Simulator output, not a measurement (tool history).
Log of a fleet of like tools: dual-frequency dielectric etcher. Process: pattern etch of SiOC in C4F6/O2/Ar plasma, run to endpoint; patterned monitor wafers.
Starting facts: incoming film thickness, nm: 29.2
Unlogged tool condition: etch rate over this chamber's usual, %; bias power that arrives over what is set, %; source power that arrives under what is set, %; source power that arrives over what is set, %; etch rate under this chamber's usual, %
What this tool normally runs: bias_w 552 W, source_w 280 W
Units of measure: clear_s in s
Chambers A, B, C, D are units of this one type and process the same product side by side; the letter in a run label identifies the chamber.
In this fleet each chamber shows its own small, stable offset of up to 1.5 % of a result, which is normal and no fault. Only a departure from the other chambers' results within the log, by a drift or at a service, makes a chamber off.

run,day,bias_w,source_w,hours since the last wet clean,hours since the last bias power generator calibration,hours since the last source power generator calibration,clear_s
1C,0.492,552,280,394.9,2310.3,1729.4,10.728
2A,0.900,552,280,277.5,1435.2,502.4,10.921
3D,1.179,552,280,247.2,937.9,4492.0,10.623
4B,1.529,552,280,257.7,2509.2,1452.3,10.805
5A,1.804,552,280,299.2,1456.9,524.1,10.847
6C,2.179,552,280,435.4,2350.8,1769.9,10.708
7B,2.600,506,280,283.4,2534.9,1478.0,11.129
8D,2.971,506,280,290.2,980.9,4535.0,11.119
9D,3.283,506,280,297.7,988.4,4542.5,11.170
10A,3.833,506,280,347.9,1505.6,572.8,11.391
11B,4.396,552,280,326.5,2578.0,1521.1,10.876
12C,4.858,552,280,499.7,2415.1,1834.2,10.785
13C,5.408,552,280,512.9,2428.3,1847.4,10.700
14B,5.733,552,280,358.6,2610.1,1553.2,10.802
15A,6.183,552,280,404.3,1562.0,629.2,10.895
16D,6.621,552,280,377.8,1068.5,4622.6,10.814
17D,6.954,669,250,385.8,1076.5,4630.6,10.406
# day 7.425: chamber A: wet clean of the chamber
18A,7.583,669,250,3.9,1595.6,662.8,10.519
# day 7.808: chamber C: wet clean of the chamber
19C,8.062,669,250,6.2,2492.0,1911.1,10.333
# day 8.275: chamber D: wet clean of the chamber
20B,8.546,669,250,426.1,2677.6,1620.7,10.346
21D,8.838,552,280,13.6,1121.7,4675.8,10.792
22A,9.129,552,280,41.0,1632.7,699.9,11.103
23B,9.517,552,280,449.4,2700.9,1644.0,10.851
24C,10.050,552,280,53.9,2539.7,1958.8,10.739
25C,10.475,552,280,64.1,2549.9,1969.0,10.669
26A,10.779,552,280,80.6,1672.3,739.5,10.779
27D,11.400,552,280,75.1,1183.2,4737.3,10.757
# day 11.588: chamber B: wet clean of the chamber
28B,11.738,552,280,3.6,2754.2,1697.3,10.718
29C,12.138,552,280,104.0,2589.8,2008.9,10.723
# day 12.242: chamber D: source power generator calibrated
30B,12.608,440,330,24.5,2775.1,1718.2,11.222
31A,13.012,440,330,134.2,1725.9,793.1,11.070
32D,13.321,440,330,121.2,1229.3,25.9,11.030
33C,13.733,440,330,142.3,2628.1,2047.2,11.044
34D,14.192,461,280,142.1,1250.2,46.8,11.437
35A,14.558,461,280,171.3,1763.0,830.2,11.834
36B,14.862,461,280,78.6,2829.2,1772.3,11.639
37A,15.367,461,280,190.7,1782.4,849.6,11.711
# day 15.533: chamber B: bias power generator calibrated
38D,15.750,552,280,179.5,1287.6,84.2,10.848
39B,16.183,552,280,110.3,15.7,1804.0,10.893
40C,16.608,552,280,211.3,2697.1,2116.2,10.749

Read the log: is a single chamber off, either drifting away or since a service, is the gauge that measures every chamber drifting, or is nothing wrong beyond small per-chamber offsets? Name any odd chamber and what most likely caused it.

All chambers stay in line apart from their small fixed offsets, and the gauge does not drift.
